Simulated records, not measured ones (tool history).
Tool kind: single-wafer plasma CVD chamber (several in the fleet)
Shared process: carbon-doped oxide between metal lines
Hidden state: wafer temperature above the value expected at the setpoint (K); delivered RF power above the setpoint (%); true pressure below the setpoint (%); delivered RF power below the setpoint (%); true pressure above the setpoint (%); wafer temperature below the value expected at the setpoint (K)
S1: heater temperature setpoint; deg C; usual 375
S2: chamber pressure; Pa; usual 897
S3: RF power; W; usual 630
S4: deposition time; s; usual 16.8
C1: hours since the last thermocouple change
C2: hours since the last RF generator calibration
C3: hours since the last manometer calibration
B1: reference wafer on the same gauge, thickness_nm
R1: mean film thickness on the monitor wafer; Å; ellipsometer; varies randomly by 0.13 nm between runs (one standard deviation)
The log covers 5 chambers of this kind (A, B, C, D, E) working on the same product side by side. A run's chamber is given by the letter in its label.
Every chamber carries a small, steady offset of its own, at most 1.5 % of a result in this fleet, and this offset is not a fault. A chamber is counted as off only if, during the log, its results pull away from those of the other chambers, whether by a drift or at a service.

run,hour,S1,S2,S3,S4,C1,C2,C3,B1,R1
# hour 3.6: chamber E: RF generator calibrated
1A,4.9,375,897,630,16.8,524.4,1810.9,1388.2,98.133,969.37
2D,10.9,375,897,630,16.8,521.4,354.4,255.2,98.123,970.36
# hour 11: chamber B: thermocouple changed; heater temperature recalibrated
3C,17,375,897,630,16.8,994.4,1072,1520.9,98.151,985.83
4B,20,375,897,630,16.8,9.1,656.7,2088.8,98.121,964.51
5E,26,388,897,715,16.8,703.1,22.5,505.8,98.137,1025.2
6A,29.5,388,897,715,16.8,549,1835.5,1412.8,98.226,1018.7
7C,34.6,388,897,715,16.8,1012,1089.6,1538.5,98.187,1035.1
8E,38.8,388,897,715,16.8,715.9,35.3,518.6,98.257,1026.8
9D,44.7,388,897,715,16.8,555.2,388.2,289,98.257,1021.9
10B,49.3,375,897,630,16.8,38.4,686,2118.1,98.265,965.85
11C,53.3,361,897,630,16.8,1030.7,1108.3,1557.2,98.265,1018.1
12A,60.1,361,897,630,16.8,579.6,1866.1,1443.4,98.298,1003.5
13B,64.9,361,897,630,16.8,54,701.6,2133.7,98.268,999.3
14E,70.7,361,897,630,16.8,747.8,67.2,550.5,98.322,1007.8
15D,76.7,361,897,630,16.8,587.2,420.2,321,98.355,1004.8
16A,81.3,375,897,630,16.8,600.8,1887.3,1464.6,98.343,970.58
17D,85.4,375,897,630,16.8,595.9,428.9,329.7,98.35,971.44
18C,89.3,375,897,630,16.8,1066.7,1144.3,1593.2,98.404,986.32
# hour 93.1: chamber A: RF generator calibrated
19B,93.8,375,897,630,16.8,82.9,730.5,2162.6,98.42,968.51
20E,99.1,375,897,630,16.8,776.2,95.6,578.9,98.422,977.42
21D,105.7,375,897,630,16.8,616.2,449.2,350,98.436,972.95
22E,110.3,375,897,630,16.8,787.4,106.8,590.1,98.451,979.61
23A,115.9,375,897,630,16.8,635.4,22.9,1499.2,98.497,971.41
24B,121.8,375,897,630,16.8,110.9,758.5,2190.6,98.525,969.95
25C,125.3,375,897,630,16.8,1102.7,1180.3,1629.2,98.552,987.19
26B,129.7,375,897,630,16.8,118.8,766.4,2198.5,98.521,970.37
27C,134.7,375,897,630,16.8,1112.1,1189.7,1638.6,98.546,989.07
28E,140.2,375,897,630,16.8,817.3,136.7,620,98.52,980.04
29A,144.2,375,897,630,16.8,663.7,51.2,1527.5,98.58,973.72
30D,148.7,375,897,630,16.8,659.2,492.2,393,98.572,974.19
31C,155.6,375,897,630,16.8,1133,1210.6,1659.5,98.604,988.74
32A,161.7,375,897,630,16.8,681.2,68.7,1545,98.65,973.37
33D,164.7,375,897,630,16.8,675.2,508.2,409,98.641,975.43

For the next run the whole fleet of 5 chambers uses the same settings. Give each chamber's results:
34A,169.7,375,897,630,16.8,,,,,?
34B,169.7,375,897,630,16.8,,,,,?
34C,169.7,375,897,630,16.8,,,,,?
34D,169.7,375,897,630,16.8,,,,,?
34E,169.7,375,897,630,16.8,,,,,?

run,R1
34A,971.47
34B,968.98
34C,990.1
34D,975.91
34E,978.68
